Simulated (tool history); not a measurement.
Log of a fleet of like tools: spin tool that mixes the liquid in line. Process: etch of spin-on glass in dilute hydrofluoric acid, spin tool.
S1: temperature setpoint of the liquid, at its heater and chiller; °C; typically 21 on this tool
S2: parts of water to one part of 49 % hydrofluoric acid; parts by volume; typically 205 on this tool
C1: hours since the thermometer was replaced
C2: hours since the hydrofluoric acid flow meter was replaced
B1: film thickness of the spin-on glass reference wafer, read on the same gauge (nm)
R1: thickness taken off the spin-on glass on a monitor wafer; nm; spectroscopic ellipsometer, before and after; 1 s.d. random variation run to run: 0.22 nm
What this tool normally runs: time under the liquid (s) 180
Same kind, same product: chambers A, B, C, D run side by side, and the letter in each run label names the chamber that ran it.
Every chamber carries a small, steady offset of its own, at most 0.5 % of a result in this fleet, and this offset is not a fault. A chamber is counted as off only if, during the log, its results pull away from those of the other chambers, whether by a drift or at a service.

Run 1D, day 0.379: usual settings; C1 871.2; C2 1603.2; B1 150.01. Result: R1 31.314 nm.
At day 0.558: chamber D: hydrofluoric acid flow meter replaced.
Run 2C, day 0.838: usual settings; C1 1142.8; C2 2044.2; B1 150.01. Result: R1 31.858 nm.
Run 3B, day 1.212: usual settings; C1 270.9; C2 347.6; B1 150.01. Result: R1 31.698 nm.
Run 4A, day 1.725: usual settings; C1 1690; C2 1997.2; B1 150.01. Result: R1 31.595 nm.
At day 1.771: chamber A: thermometer replaced.
Run 5A, day 2.183: usual settings but S1 17.5 °C, S2 130 parts by volume; C1 10; C2 2008.2; B1 149.98. Result: R1 46.033 nm.
Run 6D, day 2.608: usual settings but S1 17.5 °C, S2 130 parts by volume; C1 924.7; C2 49.3; B1 150. Result: R1 45.731 nm.
Run 7B, day 2.942: usual settings but S1 17.5 °C, S2 130 parts by volume; C1 312.4; C2 389.1; B1 150.02. Result: R1 47.185 nm.
Run 8C, day 3.492: usual settings but S1 17.5 °C, S2 130 parts by volume; C1 1206.5; C2 2107.9; B1 150.04. Result: R1 46.028 nm.
At day 3.996: chamber D: thermometer replaced.
Run 9A, day 4.008: usual settings; C1 53.8; C2 2052; B1 149.96. Result: R1 31.553 nm.
Run 10B, day 4.538: usual settings; C1 350.7; C2 427.4; B1 150. Result: R1 31.119 nm.
Run 11D, day 4.954: usual settings; C1 23; C2 105.6; B1 149.97. Result: R1 30.947 nm.
Run 12C, day 5.354: usual settings; C1 1251.2; C2 2152.6; B1 150.02. Result: R1 30.776 nm.
Run 13A, day 5.917: usual settings; C1 99.6; C2 2097.8; B1 149.98. Result: R1 31.494 nm.
Run 14D, day 6.379: usual settings; C1 57.2; C2 139.8; B1 150.02. Result: R1 31.619 nm.
Run 15C, day 6.975: usual settings; C1 1290.1; C2 2191.5; B1 150.01. Result: R1 30.837 nm.
Run 16B, day 7.496: usual settings; C1 421.7; C2 498.4; B1 149.97. Result: R1 31.399 nm.
Run 17C, day 7.971: usual settings; C1 1314; C2 2215.4; B1 150. Result: R1 30.785 nm.
At day 8.112: chamber A: hydrofluoric acid flow meter replaced.
Run 18A, day 8.517: usual settings; C1 162; C2 9.8; B1 149.99. Result: R1 31.447 nm.
Run 19B, day 9.033: usual settings; C1 458.6; C2 535.3; B1 149.98. Result: R1 31.324 nm.
At day 9.304: chamber C: hydrofluoric acid flow meter replaced.
Run 20D, day 9.504: usual settings but time under the liquid (s) 115; C1 132.2; C2 214.8; B1 149.98. Result: R1 20.102 nm.
Run 21A, day 9.817: usual settings but time under the liquid (s) 115; C1 193.2; C2 41; B1 150.01. Result: R1 20.173 nm.
Run 22B, day 10.183: usual settings but time under the liquid (s) 115; C1 486.2; C2 562.9; B1 150. Result: R1 20.18 nm.
Run 23D, day 10.538: usual settings but time under the liquid (s) 115; C1 157; C2 239.6; B1 150.01. Result: R1 20.311 nm.
Run 24C, day 10.942: usual settings but S2 275 parts by volume, time under the liquid (s) 145; C1 1385.3; C2 39.3; B1 149.99. Result: R1 16.832 nm.
Run 25C, day 11.279: usual settings but S2 275 parts by volume, time under the liquid (s) 145; C1 1393.4; C2 47.4; B1 150.01. Result: R1 17.225 nm.
Run 26A, day 11.558: usual settings but S2 275 parts by volume, time under the liquid (s) 145; C1 235; C2 82.8; B1 150.03. Result: R1 17.564 nm.
Run 27B, day 12.054: usual settings but S2 275 parts by volume, time under the liquid (s) 145; C1 531.1; C2 607.8; B1 150. Result: R1 17.448 nm.
Run 28D, day 12.633: usual settings; C1 207.3; C2 289.9; B1 150. Result: R1 31.504 nm.
Run 29D, day 12.95: usual settings; C1 214.9; C2 297.5; B1 149.99. Result: R1 31.57 nm.
Run 30A, day 13.283: usual settings; C1 276.4; C2 124.2; B1 150.01. Result: R1 31.171 nm.
Run 31C, day 13.642: usual settings; C1 1450.1; C2 104.1; B1 149.98. Result: R1 29.577 nm.
Run 32B, day 14.079: usual settings; C1 579.7; C2 656.4; B1 149.97. Result: R1 31.084 nm.

Each of the 4 chambers runs these same settings next. Fill in every chamber's results:
Run 33A, day 14.508: usual settings but time under the liquid (s) 225. Result: R1 ?.
Run 33B, day 14.508: usual settings but time under the liquid (s) 225. Result: R1 ?.
Run 33C, day 14.508: usual settings but time under the liquid (s) 225. Result: R1 ?.
Run 33D, day 14.508: usual settings but time under the liquid (s) 225. Result: R1 ?.

run      R1
33A  39.309
33B  39.516
33C  36.768
33D  39.387

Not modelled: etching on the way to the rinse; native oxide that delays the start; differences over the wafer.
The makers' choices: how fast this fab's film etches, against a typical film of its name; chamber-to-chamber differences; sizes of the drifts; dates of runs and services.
